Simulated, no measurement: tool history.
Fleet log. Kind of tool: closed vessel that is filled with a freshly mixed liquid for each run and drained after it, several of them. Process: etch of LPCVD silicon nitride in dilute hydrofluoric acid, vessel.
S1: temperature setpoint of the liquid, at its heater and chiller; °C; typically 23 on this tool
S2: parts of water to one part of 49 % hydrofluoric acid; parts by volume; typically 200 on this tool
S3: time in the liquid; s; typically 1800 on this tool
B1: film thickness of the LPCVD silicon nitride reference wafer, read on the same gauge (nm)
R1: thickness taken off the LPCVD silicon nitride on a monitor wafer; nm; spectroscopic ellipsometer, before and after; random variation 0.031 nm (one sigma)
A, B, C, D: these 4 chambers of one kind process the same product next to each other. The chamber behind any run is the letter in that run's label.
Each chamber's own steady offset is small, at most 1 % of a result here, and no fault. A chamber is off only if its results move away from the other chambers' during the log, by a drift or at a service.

Run 1A, hour 5.3: usual settings; B1 29.998. Result: R1 4.513 nm.
Run 2C, hour 12.7: usual settings; B1 29.979. Result: R1 4.4825 nm.
Run 3D, hour 21.7: usual settings; B1 29.969. Result: R1 4.5608 nm.
Run 4B, hour 30.7: usual settings; B1 29.997. Result: R1 4.4919 nm.
Run 5D, hour 39.1: usual settings but S1 26 °C; B1 29.998. Result: R1 5.4165 nm.
Run 6C, hour 46.6: usual settings but S1 26 °C; B1 30. Result: R1 5.3956 nm.
At hour 54.2: chamber D: hydrofluoric acid flow meter replaced.
Run 7B, hour 55.8: usual settings but S1 26 °C; B1 29.996. Result: R1 5.4196 nm.
Run 8A, hour 63.4: usual settings but S1 26 °C; B1 29.99. Result: R1 5.4868 nm.
Run 9C, hour 71.8: usual settings; B1 30.001. Result: R1 4.5355 nm.
Run 10A, hour 77.5: usual settings; B1 29.986. Result: R1 4.4913 nm.
Run 11D, hour 83.7: usual settings; B1 30.012. Result: R1 4.4651 nm.
Run 12B, hour 92.4: usual settings; B1 29.981. Result: R1 4.5485 nm.
Run 13C, hour 99.9: usual settings; B1 29.987. Result: R1 4.4435 nm.
Run 14D, hour 107.1: usual settings but S1 27.5 °C, S2 235 parts by volume; B1 29.981. Result: R1 5.0786 nm.
Run 15A, hour 114.1: usual settings but S1 27.5 °C, S2 235 parts by volume; B1 29.985. Result: R1 5.0363 nm.
Run 16B, hour 120: usual settings but S1 27.5 °C, S2 235 parts by volume; B1 29.995. Result: R1 5.1445 nm.
Run 17C, hour 127.3: usual settings but S1 27.5 °C, S2 235 parts by volume; B1 29.992. Result: R1 5.0789 nm.
Run 18A, hour 136: usual settings; B1 29.985. Result: R1 4.4309 nm.
Run 19B, hour 141.4: usual settings; B1 29.993. Result: R1 4.4645 nm.
Run 20D, hour 148.9: usual settings; B1 30.006. Result: R1 4.4973 nm.
Run 21A, hour 157.6: usual settings; B1 29.995. Result: R1 4.4079 nm.
Run 22C, hour 168.1: usual settings but S1 21 °C, S2 120 parts by volume; B1 29.999. Result: R1 6.4503 nm.
Run 23B, hour 176.2: usual settings but S1 21 °C, S2 120 parts by volume; B1 29.986. Result: R1 6.3903 nm.
Run 24D, hour 186.3: usual settings but S1 21 °C, S2 120 parts by volume; B1 30.037. Result: R1 6.3992 nm.
Run 25A, hour 195: usual settings but S1 21 °C, S2 120 parts by volume; B1 29.96. Result: R1 6.3136 nm.
Run 26C, hour 202: usual settings; B1 29.98. Result: R1 4.5108 nm.
Run 27B, hour 206.7: usual settings; B1 30.029. Result: R1 4.4866 nm.
Run 28D, hour 216.7: usual settings but S2 275 parts by volume, S3 2695 s; B1 29.985. Result: R1 4.9272 nm.
Run 29D, hour 222.3: usual settings but S2 275 parts by volume, S3 2695 s; B1 30.01. Result: R1 4.9581 nm.
Run 30C, hour 231.8: usual settings but S2 275 parts by volume, S3 2695 s; B1 30.028. Result: R1 4.9537 nm.
Run 31A, hour 238.2: usual settings but S2 275 parts by volume, S3 2695 s; B1 29.992. Result: R1 4.8139 nm.
At hour 240.6: chamber D: thermometer replaced.
Run 32B, hour 246.4: usual settings; B1 29.988. Result: R1 4.451 nm.
Run 33D, hour 255.6: usual settings; B1 29.993. Result: R1 4.5116 nm.

Next, every chamber runs the same settings. What will each give?
Run 34A, hour 263.1: usual settings. Result: R1 ?.
Run 34B, hour 263.1: usual settings. Result: R1 ?.
Run 34C, hour 263.1: usual settings. Result: R1 ?.
Run 34D, hour 263.1: usual settings. Result: R1 ?.

run      R1
34A  4.3356
34B  4.5127
34C  4.5078
34D  4.4943
